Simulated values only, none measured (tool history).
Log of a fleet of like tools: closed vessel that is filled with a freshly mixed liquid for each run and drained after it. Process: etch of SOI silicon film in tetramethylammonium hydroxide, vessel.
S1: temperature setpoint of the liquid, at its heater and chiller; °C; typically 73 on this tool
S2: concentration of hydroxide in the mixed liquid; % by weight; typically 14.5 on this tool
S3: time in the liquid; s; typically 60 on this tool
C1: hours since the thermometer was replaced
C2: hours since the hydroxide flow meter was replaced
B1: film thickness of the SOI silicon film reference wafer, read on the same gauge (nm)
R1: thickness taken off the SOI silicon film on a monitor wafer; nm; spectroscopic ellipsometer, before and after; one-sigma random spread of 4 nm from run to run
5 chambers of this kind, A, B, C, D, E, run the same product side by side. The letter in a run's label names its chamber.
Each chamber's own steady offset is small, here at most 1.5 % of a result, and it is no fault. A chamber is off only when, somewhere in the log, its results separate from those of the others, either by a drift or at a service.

run	day	S1	S2	S3	C1	C2	B1	R1
1D	0.267	73	14.5	60	879.7	606.8	80.014	456
2E	0.725	73	14.5	60	2466.7	281.7	80.003	455.06
3B	1.117	73	14.5	60	259.4	604.8	80.012	458.07
4A	1.525	73	14.5	60	964.6	1531.3	80.012	458.31
5C	1.896	73	14.5	60	775.1	1422.8	79.975	452.06
6A	2.15	73	14.5	60	979.6	1546.3	80.035	466.79
7E	2.4	73	14.5	90	2506.9	321.9	79.986	691.77
8B	2.617	73	14.5	90	295.4	640.8	79.986	685.1
9D	2.925	73	14.5	90	943.5	670.6	80.01	685.05
10C	3.175	73	14.5	90	805.8	1453.5	79.997	677.78
11D	3.621	73	14.5	90	960.2	687.3	80.017	673.95
12C	3.892	73	14.5	60	823	1470.7	79.994	442.78
13E	4.167	73	14.5	60	2549.3	364.3	80.009	453.44
14A	4.554	73	14.5	60	1037.3	1604	80.011	455.11
15B	4.904	73	14.5	60	350.3	695.7	80.011	457.51
16A	5.138	73	14.5	80	1051.3	1618	80.007	604.22
17C	5.392	73	14.5	80	859	1506.7	80.018	603.98
18D	5.754	73	14.5	80	1011.4	738.5	80.024	589.86
19B	6.229	73	14.5	80	382.1	727.5	80	609.38
20E	6.604	73	14.5	80	2607.8	422.8	80.025	615.45
21B	6.904	73	14.5	60	398.3	743.7	80.009	457.72
22A	7.258	67	14.5	60	1102.2	1668.9	79.998	321.83
23E	7.696	67	14.5	60	2634	449	80.004	318.67
24D	8.054	67	14.5	60	1066.6	793.7	80.041	306.66
25C	8.288	67	14.5	60	928.5	1576.2	79.998	320.83
# day 8.321: chamber C: thermometer replaced
26D	8.675	67	14.5	60	1081.5	808.6	80.024	305.9
27B	9.104	73	14.5	60	451.1	796.5	79.991	451.72
28E	9.417	73	14.5	60	2675.3	490.3	79.987	450.27
29C	9.708	73	14.5	60	33.4	1610.3	80.011	452.12
30A	9.946	73	14.5	60	1166.7	1733.4	79.98	459.69
31E	10.325	73	14.5	60	2697.1	512.1	80.006	454.17
32B	10.725	73	14.5	60	490	835.4	80.007	452.48
33A	11.079	73	14.5	60	1193.9	1760.6	80.025	458.67

Decide between three cases: one chamber stands off from its peers, the gauge reading all wafers drifts, or nothing is wrong past each chamber's small offset. Where a chamber is off, say which and what most likely put it there.

One chamber, D, drifts off from the rest bit by bit.
What lies behind it: liquid colder than its thermometer reads (K) = 1.3.

Below are 4 candidate recipes for chamber D's next run, each the usual settings with a change, their results shown as question marks. Which of them brings D's results back in line with what the other chambers give on the usual settings?
In line means no further than this from the other chambers' mean on the usual settings: R1 14 nm
34D-1	11.425	72	14.5	60				?
34D-2	11.425	71	14.5	60				?
34D-3	11.425	74	14.5	60				?
34D-4	11.425	75	14.5	60				?

What the other chambers average on the usual settings: R1 454.84 nm
run	R1
34D-1	398.59
34D-2	376.11
34D-3	446.95
34D-4	472.92
34D-3 puts the chamber back in line with the other chambers.

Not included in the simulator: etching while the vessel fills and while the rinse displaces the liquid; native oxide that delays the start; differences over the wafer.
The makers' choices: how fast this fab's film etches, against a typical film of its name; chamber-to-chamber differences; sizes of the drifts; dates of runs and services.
